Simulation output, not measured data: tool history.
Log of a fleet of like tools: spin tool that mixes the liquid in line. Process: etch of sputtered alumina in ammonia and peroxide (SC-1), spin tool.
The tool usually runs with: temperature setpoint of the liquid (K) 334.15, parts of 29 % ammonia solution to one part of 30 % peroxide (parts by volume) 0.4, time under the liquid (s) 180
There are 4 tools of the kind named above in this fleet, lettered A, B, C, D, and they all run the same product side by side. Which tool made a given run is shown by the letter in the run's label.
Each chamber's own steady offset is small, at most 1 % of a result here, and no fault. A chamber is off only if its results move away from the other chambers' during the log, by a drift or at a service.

run	day	temperature setpoint of the liquid (K)	parts of 29 % ammonia solution to one part of 30 % peroxide (parts by volume)	time under the liquid (s)	read-back film thickness of the sputtered alumina reference wafer, read on the same gauge (nm)	thickness taken off the sputtered alumina on a monitor wafer (angstrom)
1C	0.171	334.15	0.4	180	30.013	127.95
2A	0.425	334.15	0.4	180	29.991	129.23
3B	0.621	334.15	0.4	180	29.983	129.8
4D	0.838	334.15	0.4	180	29.989	128.28
5B	1.05	334.15	0.4	180	29.975	130.31
6A	1.292	334.15	0.4	180	30.019	130.63
7D	1.425	342.15	0.4	260	30.034	276.83
8C	1.692	342.15	0.4	260	29.993	279.88
9D	1.842	342.15	0.4	260	30.003	274.61
10A	1.988	342.15	0.4	260	30.013	279.25
11B	2.204	334.15	0.4	180	29.978	129.78
12C	2.367	340.15	0.4	180	29.988	174.73
13A	2.6	340.15	0.4	180	29.99	174.25
14B	2.879	340.15	0.4	180	30.016	172.5
15D	3	340.15	0.4	180	30.009	170
16C	3.162	334.15	0.4	180	29.994	127.3
# day 3.279: chamber A: ammonia flow meter replaced
17B	3.329	329.65	0.35	180	29.989	100.76
18D	3.608	329.65	0.35	180	30.008	101.09
19A	3.825	329.65	0.35	180	29.995	102.07
20C	3.946	329.65	0.35	180	29.974	98.355
21B	4.183	334.15	0.4	180	30.018	130.88
22C	4.421	334.15	0.4	180	29.995	123.49
23D	4.662	334.15	0.4	180	29.997	129.61
24A	4.846	329.65	0.4	125	29.977	71.581
25C	5.117	329.65	0.4	125	29.987	67.943
26D	5.338	329.65	0.4	125	29.973	71.523
27A	5.488	329.65	0.4	125	29.991	70.912
28B	5.629	334.15	0.5	180	30.035	132.28
29D	5.758	334.15	0.5	180	29.985	129.87
30C	5.942	334.15	0.5	180	29.939	123.73
31A	6.096	334.15	0.5	180	30.002	133.91
32B	6.217	334.15	0.4	180	30.038	130.67
33A	6.479	334.15	0.4	180	29.983	131.84

The same settings go to every chamber for the next run, one line per chamber below. Forecast the results for each:
34A	6.683	334.15	0.4	180		?
34B	6.683	334.15	0.4	180		?
34C	6.683	334.15	0.4	180		?
34D	6.683	334.15	0.4	180		?

run	thickness taken off the sputtered alumina on a monitor wafer (angstrom)
34A	128.4
34B	130.81
34C	119.56
34D	129.05
